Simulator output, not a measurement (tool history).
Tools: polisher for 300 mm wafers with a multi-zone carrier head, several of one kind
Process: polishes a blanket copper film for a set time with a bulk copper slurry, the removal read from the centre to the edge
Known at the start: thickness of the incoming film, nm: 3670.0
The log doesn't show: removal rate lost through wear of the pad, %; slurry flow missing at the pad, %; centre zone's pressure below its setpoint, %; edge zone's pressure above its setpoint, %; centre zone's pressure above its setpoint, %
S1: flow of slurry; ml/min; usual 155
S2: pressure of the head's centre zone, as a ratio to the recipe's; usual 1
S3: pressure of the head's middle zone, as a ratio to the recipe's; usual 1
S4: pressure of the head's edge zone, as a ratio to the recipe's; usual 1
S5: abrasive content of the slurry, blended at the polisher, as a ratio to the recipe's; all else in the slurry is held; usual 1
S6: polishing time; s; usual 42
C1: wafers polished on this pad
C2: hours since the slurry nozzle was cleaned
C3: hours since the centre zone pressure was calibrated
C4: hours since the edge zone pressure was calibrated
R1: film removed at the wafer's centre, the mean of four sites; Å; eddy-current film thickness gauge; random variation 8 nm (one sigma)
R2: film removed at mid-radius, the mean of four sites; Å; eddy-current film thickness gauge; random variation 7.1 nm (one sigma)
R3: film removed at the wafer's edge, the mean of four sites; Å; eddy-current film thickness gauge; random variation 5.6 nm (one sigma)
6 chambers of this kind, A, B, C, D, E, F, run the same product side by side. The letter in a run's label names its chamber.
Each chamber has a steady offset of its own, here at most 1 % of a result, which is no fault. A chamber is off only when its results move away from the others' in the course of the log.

-- day=0.117 chamber C: worn pad replaced by a new one
run 1C day=0.275 | S1=155 S2=1 S3=1 S4=1 S5=1 S6=42 | C1=33 C2=387.1 C3=74.8 C4=206 | R1=6843.7 R2=6904.9 R3=6850.1
run 2F day=0.546 | S1=155 S2=1 S3=1 S4=1 S5=1 S6=42 | C1=701 C2=81.5 C3=1226.8 C4=767.3 | R1=6996.1 R2=6931.2 R3=6892.7
run 3B day=0.875 | S1=155 S2=1 S3=1 S4=1 S5=1 S6=42 | C1=271 C2=137.9 C3=740.6 C4=439.5 | R1=6876.5 R2=6859.2 R3=6838
run 4A day=1.075 | S1=155 S2=1 S3=1 S4=1 S5=1 S6=42 | C1=601 C2=179.9 C3=228.7 C4=141.2 | R1=6912.2 R2=6832.8 R3=6816.7
run 5E day=1.433 | S1=155 S2=1 S3=1 S4=1 S5=1 S6=42 | C1=416 C2=239.5 C3=495.6 C4=1054.4 | R1=6689.8 R2=6930.5 R3=6888.4
run 6D day=1.783 | S1=155 S2=1 S3=1 S4=1 S5=1 S6=42 | C1=769 C2=213.5 C3=53.7 C4=120.4 | R1=6987.5 R2=7016.1 R3=6968.3
-- day=1.904 chamber F: edge zone pressure recalibrated
run 7C day=1.992 | S1=155 S2=1 S3=1 S4=1 S5=1 S6=42 | C1=390 C2=428.3 C3=116 C4=247.2 | R1=6794.4 R2=6877.6 R3=6856.7
run 8D day=2.317 | S1=155 S2=1 S3=1 S4=1 S5=1 S6=42 | C1=880 C2=226.3 C3=66.5 C4=133.2 | R1=6947.2 R2=6820.6 R3=6880.8
-- day=2.604 chamber F: worn pad replaced by a new one
run 9F day=2.625 | S1=155 S2=1 S3=1 S4=1 S5=1 S6=42 | C1=4 C2=131.4 C3=1276.7 C4=17.3 | R1=6912.7 R2=6828.5 R3=6840
-- day=2.85 chamber D: worn pad replaced by a new one
run 10E day=2.975 | S1=155 S2=1 S3=1 S4=1 S5=1 S6=42 | C1=736 C2=276.5 C3=532.6 C4=1091.4 | R1=6878.4 R2=6920.2 R3=6922.6
run 11A day=3.267 | S1=155 S2=1 S3=1 S4=1 S5=1 S6=42 | C1=1057 C2=232.5 C3=281.3 C4=193.8 | R1=6601.7 R2=6736.1 R3=6787
-- day=3.292 chamber E: centre zone pressure recalibrated
run 12B day=3.504 | S1=155 S2=1 S3=1 S4=1 S5=1 S6=42 | C1=816 C2=201 C3=803.7 C4=502.6 | R1=6857.4 R2=6882.1 R3=6942.1
run 13A day=3.717 | S1=155 S2=1 S3=1 S4=1 S5=1 S6=42 | C1=1150 C2=243.3 C3=292.1 C4=204.6 | R1=6631.4 R2=6742.3 R3=6717
-- day=3.858 chamber B: slurry nozzle cleaned
run 14E day=3.954 | S1=155 S2=1 S3=1 S4=1 S5=1 S6=42 | C1=940 C2=300 C3=15.9 C4=1114.9 | R1=6979.1 R2=6957.2 R3=6886.4
-- day=3.971 chamber B: worn pad replaced by a new one
-- day=4.071 chamber C: worn pad replaced by a new one
-- day=4.133 chamber E: worn pad replaced by a new one
run 15D day=4.283 | S1=155 S2=1 S3=1 S4=1 S5=1 S6=42 | C1=297 C2=273.5 C3=113.7 C4=180.4 | R1=6991.9 R2=6835.1 R3=6965.2
-- day=4.404 chamber E: edge zone pressure recalibrated
run 16F day=4.504 | S1=155 S2=1 S3=1 S4=1 S5=1 S6=42 | C1=394 C2=176.5 C3=1321.8 C4=62.4 | R1=6934.9 R2=7012.9 R3=6890.9
run 17B day=4.746 | S1=185 S2=1 S3=1 S4=1 S5=1 S6=42 | C1=161 C2=21.4 C3=833.5 C4=532.4 | R1=6945.5 R2=7124.9 R3=7146.3
run 18C day=4.958 | S1=185 S2=1 S3=1 S4=1 S5=1 S6=42 | C1=184 C2=499.5 C3=187.2 C4=318.4 | R1=7129.5 R2=7112 R3=7112.5
-- day=4.971 chamber F: centre zone pressure recalibrated
run 19D day=5.321 | S1=185 S2=1 S3=1 S4=1 S5=1 S6=42 | C1=513 C2=298.4 C3=138.6 C4=205.3 | R1=6994.9 R2=7161.3 R3=6894.4
-- day=5.521 chamber E: slurry nozzle cleaned
run 20C day=5.679 | S1=185 S2=1 S3=1 S4=1 S5=1 S6=42 | C1=333 C2=516.8 C3=204.5 C4=335.7 | R1=6935.8 R2=7164.9 R3=6996.6
run 21E day=5.904 | S1=185 S2=1 S3=1 S4=1 S5=1 S6=42 | C1=367 C2=9.3 C3=62.7 C4=36.1 | R1=7106.6 R2=7046 R3=7042.2
run 22F day=6.096 | S1=185 S2=1 S3=1 S4=1 S5=1 S6=42 | C1=725 C2=214.7 C3=27.1 C4=100.6 | R1=7086.9 R2=6989.2 R3=7148
run 23B day=6.475 | S1=155 S2=1 S3=1 S4=1 S5=1 S6=42 | C1=520 C2=62.9 C3=875 C4=573.9 | R1=6842.5 R2=6865.7 R3=6901.8
run 24A day=6.858 | S1=155 S2=1 S3=1 S4=1 S5=1 S6=42 | C1=1802 C2=318.7 C3=367.5 C4=280 | R1=6464.4 R2=6623.2 R3=6558.5
run 25E day=7.208 | S1=155 S2=1 S3=1 S4=1 S5=1 S6=42 | C1=638 C2=40.6 C3=94 C4=67.4 | R1=6849.5 R2=6996.8 R3=6855.4
run 26B day=7.404 | S1=155 S2=1 S3=1 S4=1 S5=1 S6=42 | C1=713 C2=85.2 C3=897.3 C4=596.2 | R1=6858.2 R2=6848.5 R3=6844.6
run 27D day=7.675 | S1=155 S2=1 S3=1 S4=1 S5=1.25 S6=29 | C1=1001 C2=354.9 C3=195.1 C4=261.8 | R1=4915.2 R2=5041.7 R3=4996.3
-- day=7.783 chamber F: worn pad replaced by a new one
-- day=7.85 chamber D: worn pad replaced by a new one
run 28F day=8.017 | S1=155 S2=1 S3=1 S4=1 S5=1.25 S6=29 | C1=49 C2=260.8 C3=73.2 C4=146.7 | R1=4984.4 R2=4875.5 R3=5035
run 29C day=8.25 | S1=155 S2=1 S3=1 S4=1 S5=1.25 S6=29 | C1=867 C2=578.5 C3=266.2 C4=397.4 | R1=4998 R2=4933.1 R3=4990.6
run 30A day=8.442 | S1=155 S2=1 S3=1 S4=1 S5=1.25 S6=29 | C1=2131 C2=356.7 C3=405.5 C4=318 | R1=4656.2 R2=4722.2 R3=4693.7
-- day=8.5 chamber B: worn pad replaced by a new one
run 31F day=8.717 | S1=155 S2=1 S3=1 S4=1 S5=1.25 S6=29 | C1=194 C2=277.6 C3=90 C4=163.5 | R1=5019.9 R2=5044.6 R3=5057.4
run 32B day=8.946 | S1=155 S2=1 S3=1 S4=1 S5=1.25 S6=29 | C1=92 C2=122.2 C3=934.3 C4=633.2 | R1=4929.6 R2=4945.5 R3=4963.3
-- day=9.158 chamber C: worn pad replaced by a new one
run 33D day=9.246 | S1=155 S2=1 S3=1 S4=1 S5=1 S6=42 | C1=290 C2=392.6 C3=232.8 C4=299.5 | R1=6736.9 R2=6966.4 R3=6935.3
run 34A day=9.5 | S1=155 S2=1 S3=1 S4=1 S5=1 S6=42 | C1=2351 C2=382.1 C3=430.9 C4=343.4 | R1=6335.4 R2=6429 R3=6440.1
-- day=9.638 chamber E: worn pad replaced by a new one
run 35C day=9.692 | S1=155 S2=1 S3=1 S4=1 S5=1 S6=42 | C1=111 C2=613.1 C3=300.8 C4=432 | R1=6801.9 R2=6802.7 R3=6815.3
run 36E day=9.954 | S1=155 S2=1 S3=1 S4=1 S5=1 S6=42 | C1=66 C2=106.5 C3=159.9 C4=133.3 | R1=6904.9 R2=6910.3 R3=6902.6
run 37F day=10.233 | S1=155 S2=1 S3=1 S4=1 S5=1 S6=42 | C1=509 C2=314 C3=126.4 C4=199.9 | R1=6771 R2=6907 R3=6906
run 38E day=10.542 | S1=155 S2=1 S3=1 S4=1 S5=1 S6=42 | C1=188 C2=120.6 C3=174 C4=147.4 | R1=6794.3 R2=6912.1 R3=6928.4
run 39D day=10.783 | S1=155 S2=1 S3=1 S4=1 S5=1 S6=42 | C1=609 C2=429.5 C3=269.7 C4=336.4 | R1=6871.1 R2=6953.7 R3=6978.2
run 40B day=11.083 | S1=155 S2=1 S3=1 S4=1 S5=1 S6=42 | C1=536 C2=173.5 C3=985.6 C4=684.5 | R1=6876.6 R2=6812.1 R3=6893.1

Is one chamber off against the others, does the gauge drift, or is nothing wrong? If a chamber is off, say which, and what the likeliest cause is.

Chamber A drifts away from the others.
Cause: removal rate lost through wear of the pad, % = 6.45.
The log may not tell that from: slurry flow missing at the pad, %.

Here are 4 candidates for chamber A's next run, each the usual settings with a change, their results left as question marks. Which one brings its results back in line with what the others give on the usual settings?
In line means no further than this from the other chambers' mean on the usual settings: R1 280 Å; R2 250 Å; R3 200 Å
run 41A-1 day=11.354 | S1=155 S2=1 S3=1 S4=1 S5=1 S6=45 | R1=? R2=? R3=?
run 41A-2 day=11.354 | S1=160 S2=1 S3=1 S4=1.01 S5=1 S6=49 | R1=? R2=? R3=?
run 41A-3 day=11.354 | S1=150 S2=1 S3=0.99 S4=1 S5=1 S6=36 | R1=? R2=? R3=?
run 41A-4 day=11.354 | S1=155 S2=1 S3=1 S4=1 S5=1 S6=39 | R1=? R2=? R3=?

The other chambers' mean on the usual settings: R1 6845.6 Å; R2 6895.5 Å; R3 6901.6 Å
run=41A-1 R1=6823.6 R2=6880.9 R3=6907.5
run=41A-2 R1=7479.1 R2=7536.3 R3=7592.7
run=41A-3 R1=5420.2 R2=5419.9 R3=5502.1
run=41A-4 R1=5913.7 R2=5963.4 R3=5986.5
41A-1 brings the chamber back in line.

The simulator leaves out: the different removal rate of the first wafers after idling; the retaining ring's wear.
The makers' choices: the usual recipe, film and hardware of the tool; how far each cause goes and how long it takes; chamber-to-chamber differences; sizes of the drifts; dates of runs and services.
